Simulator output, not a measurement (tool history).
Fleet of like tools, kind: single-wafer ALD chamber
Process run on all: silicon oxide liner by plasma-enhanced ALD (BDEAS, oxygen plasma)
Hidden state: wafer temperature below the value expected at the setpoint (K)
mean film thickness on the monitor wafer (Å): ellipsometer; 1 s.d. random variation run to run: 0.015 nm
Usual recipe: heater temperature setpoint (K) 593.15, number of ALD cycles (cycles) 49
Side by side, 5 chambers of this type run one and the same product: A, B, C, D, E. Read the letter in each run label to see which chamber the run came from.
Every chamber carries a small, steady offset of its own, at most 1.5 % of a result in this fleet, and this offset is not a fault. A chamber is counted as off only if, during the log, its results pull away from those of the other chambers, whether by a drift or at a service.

run    day  heater temperature setpoint (K)  number of ALD cycles (cycles)  hours since the last thermocouple change  read-back reference wafer on the same gauge, thickness_nm  mean film thickness on the monitor wafer (Å)
 1A  0.229                           593.15                             49                                     476.9                                                     4.7335                                        43.941
 2E  0.525                           593.15                             49                                     329.1                                                     4.7259                                        44.744
 3C  0.896                           593.15                             49                                    1216.4                                                     4.7329                                        44.270
 4D  1.275                           593.15                             49                                    2371.6                                                     4.7310                                        44.441
 5B  1.692                           593.15                             49                                    1212.5                                                     4.7343                                        44.537
 6D  2.017                           606.15                             42                                    2389.4                                                     4.7298                                        37.446
 7A  2.321                           606.15                             42                                     527.1                                                     4.7279                                        37.164
 8E  2.738                           606.15                             42                                     382.2                                                     4.7308                                        37.796
 9C  2.967                           606.15                             42                                    1266.1                                                     4.7323                                        37.312
10B  3.229                           606.15                             42                                    1249.4                                                     4.7289                                        37.426
11A  3.571                           593.15                             49                                     557.1                                                     4.7301                                        43.896
12C  3.846                           593.15                             49                                    1287.2                                                     4.7286                                        44.076
13E  4.229                           593.15                             49                                     418.0                                                     4.7296                                        45.136
14D  4.504                           593.15                             49                                    2449.1                                                     4.7302                                        44.387
15B  4.833                           593.15                             49                                    1287.9                                                     4.7309                                        44.470
16D  5.246                           593.15                             49                                    2466.9                                                     4.7364                                        44.223
17E  5.604                           593.15                             49                                     451.0                                                     4.7303                                        44.732
18B  5.875                           593.15                             49                                    1312.9                                                     4.7257                                        44.964
19A  6.112                           593.15                             49                                     618.1                                                     4.7302                                        43.693
20C  6.438                           593.15                             49                                    1349.4                                                     4.7265                                        44.160
21D  6.808                           593.15                             49                                    2504.4                                                     4.7296                                        44.341
22A  7.246                           593.15                             49                                     645.3                                                     4.7324                                        43.941
23C  7.638                           593.15                             49                                    1378.2                                                     4.7297                                        44.437
24B  7.896                           593.15                             49                                    1361.4                                                     4.7318                                        44.672
25E  8.325                           593.15                             52                                     516.3                                                     4.7321                                        47.606
26C  8.642                           593.15                             52                                    1402.3                                                     4.7278                                        47.209
27B  8.904                           593.15                             52                                    1385.6                                                     4.7327                                        47.532
28D  9.238                           593.15                             52                                    2562.7                                                     4.7237                                        46.935
29E  9.675                           593.15                             52                                     548.7                                                     4.7278                                        47.765
30A  9.883                           593.15                             49                                     708.6                                                     4.7318                                        44.278

Decide between three cases: one chamber stands off from its peers, the gauge reading all wafers drifts, or nothing is wrong past each chamber's small offset. Where a chamber is off, say which and what most likely put it there.

All chambers stay in line apart from their small fixed offsets, and the gauge does not drift.
